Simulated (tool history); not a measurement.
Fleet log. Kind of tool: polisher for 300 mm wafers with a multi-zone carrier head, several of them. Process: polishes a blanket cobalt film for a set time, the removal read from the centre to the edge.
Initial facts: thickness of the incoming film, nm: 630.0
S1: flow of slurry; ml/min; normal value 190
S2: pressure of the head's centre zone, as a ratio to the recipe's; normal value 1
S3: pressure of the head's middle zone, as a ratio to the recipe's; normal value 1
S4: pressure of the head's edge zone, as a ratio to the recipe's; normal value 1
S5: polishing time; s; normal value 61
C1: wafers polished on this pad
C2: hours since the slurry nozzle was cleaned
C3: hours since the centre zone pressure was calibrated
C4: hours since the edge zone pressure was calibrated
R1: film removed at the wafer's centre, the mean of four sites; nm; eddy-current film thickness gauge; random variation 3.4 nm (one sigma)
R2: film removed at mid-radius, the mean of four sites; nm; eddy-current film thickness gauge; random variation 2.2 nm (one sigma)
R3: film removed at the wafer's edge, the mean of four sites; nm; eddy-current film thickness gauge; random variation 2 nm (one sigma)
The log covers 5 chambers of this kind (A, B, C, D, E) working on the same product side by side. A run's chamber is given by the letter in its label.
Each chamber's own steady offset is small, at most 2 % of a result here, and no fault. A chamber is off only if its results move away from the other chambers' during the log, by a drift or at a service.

run 1E day=0.175 | S1=190 S2=1 S3=1 S4=1 S5=61 | C1=1036 C2=886.7 C3=230.9 C4=163.3 | R1=237.4 R2=229.75 R3=229.44
run 2A day=0.392 | S1=190 S2=1 S3=1 S4=1 S5=61 | C1=716 C2=361.7 C3=780.8 C4=498.9 | R1=234.64 R2=232.79 R3=230.07
-- day=0.433 chamber B: worn pad replaced by a new one
run 3B day=0.621 | S1=190 S2=1 S3=1 S4=1 S5=61 | C1=62 C2=140.5 C3=375.7 C4=782.8 | R1=235.25 R2=226.81 R3=232.7
-- day=0.788 chamber E: worn pad replaced by a new one
run 4D day=0.792 | S1=190 S2=1 S3=1 S4=1 S5=61 | C1=795 C2=82.4 C3=542.1 C4=113.3 | R1=231.26 R2=233.86 R3=236.4
run 5C day=1.05 | S1=190 S2=1 S3=1 S4=1 S5=61 | C1=477 C2=266.6 C3=399.9 C4=908.4 | R1=228.78 R2=233.89 R3=228.49
-- day=1.075 chamber A: worn pad replaced by a new one
-- day=1.15 chamber E: slurry nozzle cleaned
run 6A day=1.233 | S1=190 S2=1 S3=1 S4=1 S5=61 | C1=52 C2=381.9 C3=801 C4=519.1 | R1=228.94 R2=228.21 R3=230.42
run 7E day=1.442 | S1=190 S2=1 S3=1 S4=1 S5=61 | C1=216 C2=7 C3=261.3 C4=193.7 | R1=224.74 R2=231.42 R3=231.64
-- day=1.45 chamber D: centre zone pressure recalibrated
run 8B day=1.7 | S1=190 S2=1 S3=1 S4=1 S5=61 | C1=419 C2=166.4 C3=401.6 C4=808.7 | R1=228.29 R2=230.84 R3=237.15
run 9D day=1.829 | S1=190 S2=1 S3=0.92 S4=1 S5=61 | C1=1138 C2=107.3 C3=9.2 C4=138.2 | R1=233.61 R2=218.29 R3=235.69
run 10C day=2.017 | S1=190 S2=1 S3=0.92 S4=1 S5=61 | C1=797 C2=289.8 C3=423.1 C4=931.6 | R1=227.82 R2=214.78 R3=231.05
-- day=2.146 chamber D: worn pad replaced by a new one
run 11B day=2.229 | S1=190 S2=1 S3=0.92 S4=1 S5=61 | C1=594 C2=179.1 C3=414.3 C4=821.4 | R1=233.73 R2=216.11 R3=234.34
run 12D day=2.421 | S1=190 S2=1 S3=0.92 S4=1 S5=61 | C1=91 C2=121.5 C3=23.4 C4=152.4 | R1=237.95 R2=215.5 R3=229.54
run 13C day=2.621 | S1=190 S2=1 S3=0.92 S4=1 S5=61 | C1=997 C2=304.3 C3=437.6 C4=946.1 | R1=234.56 R2=214.27 R3=232.36
run 14E day=2.875 | S1=190 S2=1 S3=1 S4=1 S5=61 | C1=690 C2=41.4 C3=295.7 C4=228.1 | R1=223.46 R2=232.04 R3=227.96
run 15A day=3.012 | S1=190 S2=1 S3=1 S4=1 S5=61 | C1=641 C2=424.6 C3=843.7 C4=561.8 | R1=235.3 R2=236.01 R3=231.25
run 16E day=3.225 | S1=190 S2=1 S3=1 S4=1 S5=61 | C1=806 C2=49.8 C3=304.1 C4=236.5 | R1=229.58 R2=233.22 R3=226.94
-- day=3.329 chamber A: slurry nozzle cleaned
run 17A day=3.362 | S1=190 S2=1 S3=1 S4=1 S5=61 | C1=756 C2=0.9 C3=852.1 C4=570.2 | R1=221.8 R2=233.41 R3=232.91
run 18D day=3.571 | S1=190 S2=1 S3=1 S4=1 S5=61 | C1=471 C2=149.1 C3=51 C4=180 | R1=231.36 R2=233.81 R3=233.78
-- day=3.6 chamber B: worn pad replaced by a new one
run 19C day=3.8 | S1=190 S2=1 S3=1 S4=1 S5=61 | C1=1386 C2=332.6 C3=465.9 C4=974.4 | R1=233.09 R2=229.66 R3=232.39
run 20B day=3.988 | S1=190 S2=1 S3=1 S4=1 S5=61 | C1=128 C2=221.3 C3=456.5 C4=863.6 | R1=232.95 R2=233.52 R3=232.95
-- day=4.108 chamber A: worn pad replaced by a new one
run 21A day=4.212 | S1=190 S2=1 S3=1 S4=1 S5=61 | C1=35 C2=21.3 C3=872.5 C4=590.6 | R1=225.09 R2=234.35 R3=229.3
run 22E day=4.4 | S1=190 S2=1 S3=1 S4=1 S5=61 | C1=1194 C2=78 C3=332.3 C4=264.7 | R1=233.02 R2=232.84 R3=231.39
-- day=4.433 chamber C: worn pad replaced by a new one
run 23B day=4.604 | S1=190 S2=1 S3=1 S4=1 S5=61 | C1=332 C2=236.1 C3=471.3 C4=878.4 | R1=233.57 R2=230.26 R3=238.92
run 24D day=4.754 | S1=190 S2=1.08 S3=1.1 S4=1 S5=61 | C1=862 C2=177.5 C3=79.4 C4=208.4 | R1=256.36 R2=255.91 R3=233.43
-- day=4.938 chamber E: worn pad replaced by a new one
run 25C day=4.958 | S1=190 S2=1.08 S3=1.1 S4=1 S5=61 | C1=174 C2=360.4 C3=493.7 C4=1002.2 | R1=249.71 R2=253.95 R3=231.33
-- day=5.108 chamber A: edge zone pressure recalibrated
run 26B day=5.138 | S1=190 S2=1.08 S3=1.1 S4=1 S5=61 | C1=508 C2=248.9 C3=484.1 C4=891.2 | R1=253.77 R2=253.77 R3=234.45
run 27D day=5.271 | S1=190 S2=1.08 S3=1.1 S4=1 S5=61 | C1=1033 C2=189.9 C3=91.8 C4=220.8 | R1=256.54 R2=255.45 R3=233.75
run 28E day=5.442 | S1=190 S2=1.08 S3=1.1 S4=1 S5=61 | C1=167 C2=103 C3=357.3 C4=289.7 | R1=250.35 R2=253.64 R3=228.78
-- day=5.538 chamber B: edge zone pressure recalibrated
run 29C day=5.621 | S1=190 S2=1 S3=1 S4=1 S5=61 | C1=393 C2=376.3 C3=509.6 C4=1018.1 | R1=233.28 R2=235.75 R3=230.52
run 30A day=5.817 | S1=190 S2=1 S3=1 S4=1 S5=61 | C1=566 C2=59.8 C3=911 C4=17 | R1=226.17 R2=229.31 R3=228.74
run 31D day=6.042 | S1=190 S2=1 S3=1 S4=1 S5=61 | C1=1288 C2=208.4 C3=110.3 C4=239.3 | R1=232.32 R2=233.04 R3=230.01
run 32C day=6.279 | S1=190 S2=1 S3=1 S4=1 S5=61 | C1=611 C2=392.1 C3=525.4 C4=1033.9 | R1=231.64 R2=232.67 R3=231.53
run 33B day=6.471 | S1=190 S2=1 S3=1 S4=1 S5=61 | C1=949 C2=280.9 C3=516.1 C4=22.4 | R1=237.9 R2=232.78 R3=235.64
run 34E day=6.708 | S1=190 S2=1 S3=1 S4=1 S5=69 | C1=586 C2=133.4 C3=387.7 C4=320.1 | R1=264.26 R2=264.03 R3=263.07
-- day=6.892 chamber B: worn pad replaced by a new one
-- day=6.933 chamber D: worn pad replaced by a new one
run 35A day=6.95 | S1=190 S2=1 S3=1 S4=1 S5=69 | C1=940 C2=87 C3=938.2 C4=44.2 | R1=255.58 R2=262.94 R3=263.53
-- day=7.021 chamber A: worn pad replaced by a new one
run 36E day=7.204 | S1=190 S2=1 S3=1 S4=1 S5=69 | C1=750 C2=145.3 C3=399.6 C4=332 | R1=257.36 R2=262.51 R3=260.24
run 37B day=7.329 | S1=190 S2=1 S3=1 S4=1 S5=69 | C1=145 C2=301.5 C3=536.7 C4=43 | R1=258.15 R2=260.22 R3=269.54
run 38C day=7.575 | S1=190 S2=1 S3=1 S4=1 S5=69 | C1=1039 C2=423.2 C3=556.5 C4=1065 | R1=262.48 R2=261.49 R3=260.24
run 39A day=7.817 | S1=155 S2=1 S3=1 S4=0.94 S5=61 | C1=263 C2=107.8 C3=959 C4=65 | R1=221.18 R2=219.84 R3=219.24
run 40D day=7.971 | S1=155 S2=1 S3=1 S4=0.94 S5=61 | C1=343 C2=254.7 C3=156.6 C4=285.6 | R1=224.2 R2=226.69 R3=218.47
run 41A day=8.204 | S1=155 S2=1 S3=1 S4=0.94 S5=61 | C1=391 C2=117.1 C3=968.3 C4=74.3 | R1=221.33 R2=226.75 R3=218.62
run 42B day=8.329 | S1=155 S2=1 S3=1 S4=0.94 S5=61 | C1=476 C2=325.5 C3=560.7 C4=67 | R1=227.57 R2=224.02 R3=224.56
run 43E day=8.446 | S1=155 S2=1 S3=1 S4=0.94 S5=61 | C1=1161 C2=175.1 C3=429.4 C4=361.8 | R1=216.53 R2=226.78 R3=220.31
run 44C day=8.704 | S1=190 S2=1 S3=1 S4=1 S5=61 | C1=1412 C2=450.3 C3=583.6 C4=1092.1 | R1=237.61 R2=229.25 R3=231.02

All chambers now run identical settings, listed one chamber a line with results as question marks. What results will each chamber show?
run 45A day=8.892 | S1=130 S2=1 S3=1 S4=1 S5=61 | R1=? R2=? R3=?
run 45B day=8.892 | S1=130 S2=1 S3=1 S4=1 S5=61 | R1=? R2=? R3=?
run 45C day=8.892 | S1=130 S2=1 S3=1 S4=1 S5=61 | R1=? R2=? R3=?
run 45D day=8.892 | S1=130 S2=1 S3=1 S4=1 S5=61 | R1=? R2=? R3=?
run 45E day=8.892 | S1=130 S2=1 S3=1 S4=1 S5=61 | R1=? R2=? R3=?

run=45A R1=218.23 R2=220.76 R3=221.03
run=45B R1=212.03 R2=212.86 R3=223.55
run=45C R1=218.44 R2=217 R3=220.7
run=45D R1=213 R2=218.09 R3=221.72
run=45E R1=218.08 R2=218.18 R3=220.53

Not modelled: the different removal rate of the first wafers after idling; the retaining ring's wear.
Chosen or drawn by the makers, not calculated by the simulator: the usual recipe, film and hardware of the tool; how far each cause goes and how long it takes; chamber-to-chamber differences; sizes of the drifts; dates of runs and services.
